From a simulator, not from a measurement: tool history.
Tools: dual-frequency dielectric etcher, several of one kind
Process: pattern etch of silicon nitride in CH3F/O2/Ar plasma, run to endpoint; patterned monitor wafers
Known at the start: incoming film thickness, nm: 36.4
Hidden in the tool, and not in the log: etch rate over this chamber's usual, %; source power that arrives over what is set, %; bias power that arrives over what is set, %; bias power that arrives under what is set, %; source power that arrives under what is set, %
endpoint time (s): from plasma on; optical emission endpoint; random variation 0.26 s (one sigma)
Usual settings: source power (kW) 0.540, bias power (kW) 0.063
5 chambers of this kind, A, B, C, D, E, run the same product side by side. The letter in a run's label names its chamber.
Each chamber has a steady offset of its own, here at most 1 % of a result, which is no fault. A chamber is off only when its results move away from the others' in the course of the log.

run,hour,source power (kW),bias power (kW),hours since the last wet clean,hours since the last source power generator calibration,hours since the last bias power generator calibration,endpoint time (s)
1B,16.1,0.540,0.063,670.1,2261.1,3627.4,49.583
# hour 25.6: chamber B: wet clean of the chamber
2D,25.9,0.540,0.063,123.7,654.6,977.5,49.029
3A,33.7,0.540,0.063,260.9,4433.9,519.2,48.490
4E,43.3,0.540,0.063,199.9,1556.6,1345.2,49.193
5C,54.6,0.430,0.077,186.2,4457.8,324.0,50.291
6B,68.1,0.430,0.077,42.6,2313.1,3679.4,50.117
7E,82.3,0.430,0.077,238.9,1595.6,1384.2,50.602
8D,91.0,0.430,0.077,188.8,719.7,1042.6,50.326
9A,99.9,0.430,0.077,327.1,4500.1,585.4,49.548
# hour 101.9: chamber B: bias power generator calibrated
10C,107.8,0.540,0.070,239.4,4511.0,377.2,47.712
11E,121.2,0.540,0.070,277.8,1634.5,1423.1,47.577
12C,130.0,0.540,0.070,261.6,4533.2,399.4,47.328
13A,138.0,0.540,0.070,365.2,4538.2,623.5,46.881
14B,151.6,0.540,0.070,126.1,2396.6,49.7,47.719
# hour 157.4: chamber A: wet clean of the chamber
15D,162.6,0.540,0.063,260.4,791.3,1114.2,49.624
16C,175.4,0.540,0.063,307.0,4578.6,444.8,49.430
17D,190.6,0.540,0.063,288.4,819.3,1142.2,49.313
# hour 196.4: chamber C: source power generator calibrated
18E,204.0,0.540,0.052,360.6,1717.3,1505.9,52.683
19B,218.8,0.540,0.052,193.3,2463.8,116.9,51.980
20A,228.5,0.540,0.052,71.1,4628.7,714.0,51.767
21C,242.5,0.540,0.052,374.1,46.2,511.9,52.591
22B,254.5,0.540,0.052,229.0,2499.5,152.6,52.545
# hour 261.6: chamber E: wet clean of the chamber
23A,270.5,0.540,0.063,113.1,4670.7,756.0,48.624
24E,284.0,0.540,0.063,22.5,1797.3,1585.9,47.579
25D,295.3,0.540,0.063,393.1,924.0,1246.9,49.946
26D,311.0,0.450,0.063,408.8,939.7,1262.6,52.742
27A,325.0,0.450,0.063,167.6,4725.2,810.5,52.146
28E,332.9,0.450,0.063,71.4,1846.2,1634.8,50.894
29B,348.2,0.450,0.063,322.7,2593.2,246.3,52.864
30C,360.2,0.450,0.063,491.8,163.9,629.6,53.223
# hour 367.6: chamber D: wet clean of the chamber
# hour 368.0: chamber A: source power generator calibrated
31D,370.1,0.540,0.063,2.6,998.8,1321.7,49.176
32A,382.2,0.540,0.063,224.8,14.2,867.7,48.828
33E,398.0,0.540,0.063,136.5,1911.3,1699.9,47.509
34C,406.6,0.540,0.074,538.2,210.3,676.0,47.012
35B,418.8,0.540,0.074,393.3,2663.8,316.9,46.446
36A,429.9,0.540,0.074,272.5,61.9,915.4,46.209
37D,444.4,0.540,0.074,76.9,1073.1,1396.0,46.586

All 5 chambers run these settings next. Forecast each chamber's results:
38A,455.9,0.640,0.063,,,,?
38B,455.9,0.640,0.063,,,,?
38C,455.9,0.640,0.063,,,,?
38D,455.9,0.640,0.063,,,,?
38E,455.9,0.640,0.063,,,,?

run,endpoint time (s)
38A,45.603
38B,46.169
38C,45.590
38D,46.663
38E,44.671

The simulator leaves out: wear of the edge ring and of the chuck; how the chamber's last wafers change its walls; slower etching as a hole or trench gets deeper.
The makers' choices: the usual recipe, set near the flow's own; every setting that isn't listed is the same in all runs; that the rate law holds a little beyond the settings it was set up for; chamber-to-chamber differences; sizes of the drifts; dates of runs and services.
